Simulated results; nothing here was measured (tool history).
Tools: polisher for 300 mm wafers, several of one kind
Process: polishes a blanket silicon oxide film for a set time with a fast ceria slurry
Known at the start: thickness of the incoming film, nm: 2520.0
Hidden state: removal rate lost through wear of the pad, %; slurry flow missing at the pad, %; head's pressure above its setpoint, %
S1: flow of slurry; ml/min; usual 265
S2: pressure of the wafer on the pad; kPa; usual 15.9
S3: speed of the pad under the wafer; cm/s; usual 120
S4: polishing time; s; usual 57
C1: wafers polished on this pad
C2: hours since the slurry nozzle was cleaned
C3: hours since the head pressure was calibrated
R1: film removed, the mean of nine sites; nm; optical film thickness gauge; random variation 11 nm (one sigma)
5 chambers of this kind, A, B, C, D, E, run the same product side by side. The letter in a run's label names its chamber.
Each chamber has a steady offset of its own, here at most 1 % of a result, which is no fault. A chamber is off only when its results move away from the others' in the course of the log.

run	hour	S1	S2	S3	S4	C1	C2	C3	R1
1C	9.3	265	15.9	120	57	878	855.9	282.6	978.05
# hour 11.7: chamber D: slurry nozzle cleaned
# hour 13: chamber C: worn pad replaced by a new one
2E	15.7	265	15.9	120	57	480	407.1	636.3	982.96
3B	21.8	265	15.9	120	57	1460	266.1	170.8	989.38
# hour 30.6: chamber D: worn pad replaced by a new one
4A	33.2	265	15.9	120	57	522	196.6	569.2	990.83
# hour 33.7: chamber B: worn pad replaced by a new one
# hour 40.5: chamber E: worn pad replaced by a new one
5D	43.4	265	15.9	120	57	163	31.7	423.4	1012.2
6C	49.2	265	15.9	120	57	460	895.8	322.5	1008.8
7A	55.3	265	15.9	120	57	802	218.7	591.3	986.23
# hour 61.2: chamber A: worn pad replaced by a new one
8E	66.6	265	15.9	120	57	332	458	687.2	983.37
9B	75.7	265	15.9	120	57	534	320	224.7	1011.5
# hour 79.1: chamber C: slurry nozzle cleaned
10D	81.3	265	15.9	120	57	644	69.6	461.3	986.88
# hour 88.1: chamber C: worn pad replaced by a new one
11B	90.7	335	15.9	120	57	724	335	239.7	999.46
12A	97.8	335	15.9	120	57	465	261.2	633.8	1013.4
13D	104.2	335	15.9	120	57	935	92.5	484.2	1010
# hour 111.5: chamber E: worn pad replaced by a new one
14C	112.6	335	15.9	120	57	311	33.5	385.9	1025.7
15E	124.1	335	15.9	120	57	161	515.5	744.7	1013.1
# hour 127.5: chamber D: worn pad replaced by a new one
16D	133.6	265	15.9	120	57	78	121.9	513.6	1004.6
# hour 136.9: chamber A: worn pad replaced by a new one
17A	142.8	265	15.9	120	57	75	306.2	678.8	984.98
18C	149.6	265	15.9	120	57	781	70.5	422.9	990.9
19B	156.6	265	11	120	57	1562	400.9	305.6	692.44
# hour 162.6: chamber C: worn pad replaced by a new one
# hour 162.7: chamber B: worn pad replaced by a new one
20E	165.3	265	11	120	57	684	556.7	785.9	694.03
# hour 171: chamber E: worn pad replaced by a new one
21A	171.2	265	11	120	57	436	334.6	707.2	687.34
22B	179.2	265	11	120	57	210	423.5	328.2	689.1
23E	189.4	265	11	120	57	234	580.8	810	691.23
24C	195.2	265	15.9	120	57	414	116.1	468.5	964.59
# hour 196: chamber A: worn pad replaced by a new one
# hour 196.7: chamber A: slurry nozzle cleaned
25D	205.4	265	15.9	120	57	990	193.7	585.4	979.28
26C	217.4	265	15.9	120	57	696	138.3	490.7	978.36
27D	222.8	265	15.9	120	57	1211	211.1	602.8	999.96
# hour 223.7: chamber D: worn pad replaced by a new one
28A	229.9	265	15.9	120	57	431	33.3	765.9	1001.7
# hour 239.8: chamber C: worn pad replaced by a new one
29E	241.4	265	15.9	120	57	895	632.8	862	978.69
# hour 248.7: chamber E: worn pad replaced by a new one
30B	249.7	265	15.9	120	65	1106	494	398.7	1112.4
# hour 255.8: chamber D: slurry nozzle cleaned
31C	259.6	265	15.9	120	65	252	180.5	532.9	1125.1
32E	266.9	265	15.9	120	65	232	658.3	887.5	1145.4
# hour 267.9: chamber B: worn pad replaced by a new one
# hour 270.1: chamber A: worn pad replaced by a new one
33B	274.2	265	15.9	120	65	80	518.5	423.2	1114.9
# hour 281.6: chamber B: slurry nozzle cleaned
34A	281.8	265	15.9	120	65	149	85.2	817.8	1124.1
# hour 286: chamber D: head pressure recalibrated
35D	293.7	265	15.9	120	57	890	37.9	7.7	1007.9
# hour 298.3: chamber A: head pressure recalibrated
36C	300.1	265	15.9	120	57	767	221	573.4	992.95
37A	308	265	15.9	120	57	482	111.4	9.7	995.19
38D	314.6	265	17.9	120	50	1155	58.8	28.6	974.35
39B	320.3	265	17.9	120	50	666	38.8	469.3	993.11
# hour 327.2: chamber E: worn pad replaced by a new one
40E	330.1	265	17.9	120	50	37	721.5	950.7	991.31
41E	335.9	265	17.9	120	50	111	727.3	956.5	979.96
# hour 337.4: chamber D: worn pad replaced by a new one
42D	347.1	265	17.9	120	50	123	91.3	61.1	957.48

What goes on in this fleet: one chamber off, a drifting gauge, or nothing beyond the chambers' own small offsets? Name the chamber and the cause, if any.

No chamber stands off beyond its own small offset, and the gauge holds steady.
